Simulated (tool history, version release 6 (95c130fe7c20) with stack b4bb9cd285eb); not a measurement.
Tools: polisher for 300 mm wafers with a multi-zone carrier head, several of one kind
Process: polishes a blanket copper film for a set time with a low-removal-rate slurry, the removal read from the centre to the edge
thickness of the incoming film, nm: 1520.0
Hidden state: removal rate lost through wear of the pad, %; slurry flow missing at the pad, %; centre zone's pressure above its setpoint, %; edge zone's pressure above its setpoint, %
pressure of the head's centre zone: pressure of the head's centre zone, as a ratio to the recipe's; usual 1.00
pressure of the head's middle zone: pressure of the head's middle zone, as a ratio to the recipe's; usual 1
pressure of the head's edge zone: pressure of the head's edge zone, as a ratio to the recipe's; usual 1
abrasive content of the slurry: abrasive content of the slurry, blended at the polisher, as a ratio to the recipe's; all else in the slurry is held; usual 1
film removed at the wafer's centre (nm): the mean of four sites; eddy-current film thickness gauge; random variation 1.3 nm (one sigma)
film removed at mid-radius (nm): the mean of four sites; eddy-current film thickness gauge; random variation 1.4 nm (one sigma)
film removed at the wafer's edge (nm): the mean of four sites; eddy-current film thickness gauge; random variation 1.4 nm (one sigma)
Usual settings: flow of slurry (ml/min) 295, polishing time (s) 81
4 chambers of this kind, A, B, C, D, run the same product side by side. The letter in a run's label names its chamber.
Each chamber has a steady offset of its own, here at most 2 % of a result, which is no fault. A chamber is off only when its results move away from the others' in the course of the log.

| run | hour | flow of slurry (ml/min) | pressure of the head's centre zone | pressure of the head's middle zone | pressure of the head's edge zone | abrasive content of the slurry | polishing time (s) | wafers polished on this pad | hours since the slurry nozzle was cleaned | hours since the centre zone pressure was calibrated | hours since the edge zone pressure was calibrated | film removed at the wafer's centre (nm) | film removed at mid-radius (nm) | film removed at the wafer's edge (nm) |
|---|---|---|---|---|---|---|---|---|---|---|---|---|---|---|
|  | 1.7 | chamber B: worn pad replaced by a new one |
| 1C | 3.9 | 295 | 1.00 | 1 | 1 | 1 | 81 | 164 | 197.4 | 116.8 | 128.5 | 187.40 | 188.95 | 186.43 |
| 2A | 7.1 | 295 | 1.00 | 1 | 1 | 1 | 81 | 457 | 361.2 | 214.5 | 114.1 | 183.88 | 186.59 | 186.58 |
| 3D | 9.8 | 295 | 1.00 | 1 | 1 | 1 | 81 | 794 | 646.4 | 122.4 | 262.6 | 189.77 | 186.43 | 186.70 |
| 4B | 12.8 | 295 | 1.00 | 1 | 1 | 1 | 81 | 127 | 219.3 | 740.3 | 332.8 | 185.97 | 185.72 | 184.76 |
| 5C | 16.5 | 295 | 1.00 | 1 | 1 | 1 | 81 | 308 | 210.0 | 129.4 | 141.1 | 186.60 | 189.04 | 186.43 |
|  | 19.1 | chamber D: worn pad replaced by a new one |
| 6B | 20.8 | 295 | 1.00 | 1 | 1 | 1 | 81 | 218 | 227.3 | 748.3 | 340.8 | 186.78 | 186.24 | 185.69 |
| 7D | 26.6 | 295 | 1.00 | 1 | 1 | 1 | 81 | 86 | 663.2 | 139.2 | 279.4 | 189.18 | 186.91 | 186.38 |
| 8A | 30.7 | 295 | 1.00 | 1 | 1 | 1 | 81 | 727 | 384.8 | 238.1 | 137.7 | 188.45 | 186.13 | 183.05 |
| 9A | 33.2 | 295 | 1.00 | 1 | 1 | 1 | 81 | 755 | 387.3 | 240.6 | 140.2 | 186.98 | 185.35 | 185.52 |
| 10D | 36.3 | 295 | 1.00 | 1 | 1 | 1 | 81 | 196 | 672.9 | 148.9 | 289.1 | 187.81 | 186.36 | 182.95 |
|  | 38.5 | chamber A: slurry nozzle cleaned |
| 11C | 39.9 | 295 | 1.00 | 1 | 1 | 1 | 81 | 575 | 233.4 | 152.8 | 164.5 | 187.52 | 190.62 | 185.66 |
| 12B | 44.2 | 295 | 0.93 | 1 | 1 | 1 | 81 | 485 | 250.7 | 771.7 | 364.2 | 169.59 | 186.55 | 186.97 |
| 13A | 49.7 | 295 | 0.93 | 1 | 1 | 1 | 81 | 944 | 11.2 | 257.1 | 156.7 | 166.88 | 186.57 | 184.57 |
| 14D | 54.8 | 295 | 0.93 | 1 | 1 | 1 | 81 | 408 | 691.4 | 167.4 | 307.6 | 172.50 | 187.83 | 183.13 |
| 15B | 60.6 | 295 | 0.93 | 1 | 1 | 1 | 81 | 672 | 267.1 | 788.1 | 380.6 | 172.99 | 188.13 | 188.36 |
|  | 64.9 | chamber B: worn pad replaced by a new one |
| 16C | 65.5 | 295 | 1.00 | 1 | 1 | 1 | 81 | 867 | 259.0 | 178.4 | 190.1 | 184.82 | 189.46 | 187.95 |
| 17A | 70.1 | 295 | 1.00 | 1 | 1 | 1 | 81 | 1176 | 31.6 | 277.5 | 177.1 | 178.79 | 177.01 | 179.76 |
| 18C | 74.9 | 295 | 1.00 | 1 | 1 | 1 | 81 | 975 | 268.4 | 187.8 | 199.5 | 186.13 | 190.72 | 184.43 |
|  | 77.7 | chamber C: worn pad replaced by a new one |
| 19D | 80.5 | 205 | 1.00 | 1 | 1 | 1 | 81 | 701 | 717.1 | 193.1 | 333.3 | 177.55 | 177.77 | 179.97 |
| 20B | 84.7 | 205 | 1.00 | 1 | 1 | 1 | 81 | 225 | 291.2 | 812.2 | 404.7 | 178.76 | 178.25 | 177.14 |
| 21B | 87.8 | 205 | 1.00 | 1 | 1 | 1 | 81 | 261 | 294.3 | 815.3 | 407.8 | 176.59 | 178.92 | 179.40 |
| 22D | 91.0 | 205 | 1.00 | 1 | 1 | 1 | 81 | 821 | 727.6 | 203.6 | 343.8 | 179.25 | 179.24 | 177.37 |
| 23C | 96.3 | 295 | 1.00 | 1 | 1 | 1 | 81 | 212 | 289.8 | 209.2 | 220.9 | 184.09 | 188.14 | 185.07 |
| 24A | 99.3 | 295 | 1.00 | 1 | 1 | 1 | 81 | 1510 | 60.8 | 306.7 | 206.3 | 172.36 | 171.66 | 169.04 |
| 25C | 102.7 | 295 | 1.00 | 1 | 1 | 1 | 81 | 286 | 296.2 | 215.6 | 227.3 | 185.55 | 186.22 | 187.01 |

Next, every chamber runs the same settings. What will each give?
| 26A | 106.9 | 295 | 1.00 | 1 | 1 | 1 | 104 |  |  |  |  | ? | ? | ? |
| 26B | 106.9 | 295 | 1.00 | 1 | 1 | 1 | 104 |  |  |  |  | ? | ? | ? |
| 26C | 106.9 | 295 | 1.00 | 1 | 1 | 1 | 104 |  |  |  |  | ? | ? | ? |
| 26D | 106.9 | 295 | 1.00 | 1 | 1 | 1 | 104 |  |  |  |  | ? | ? | ? |

| run | film removed at the wafer's centre (nm) | film removed at mid-radius (nm) | film removed at the wafer's edge (nm) |
|---|---|---|---|
| 26A | 217.05 | 216.16 | 218.39 |
| 26B | 240.30 | 239.95 | 236.38 |
| 26C | 238.94 | 242.56 | 235.16 |
| 26D | 238.52 | 238.94 | 236.27 |
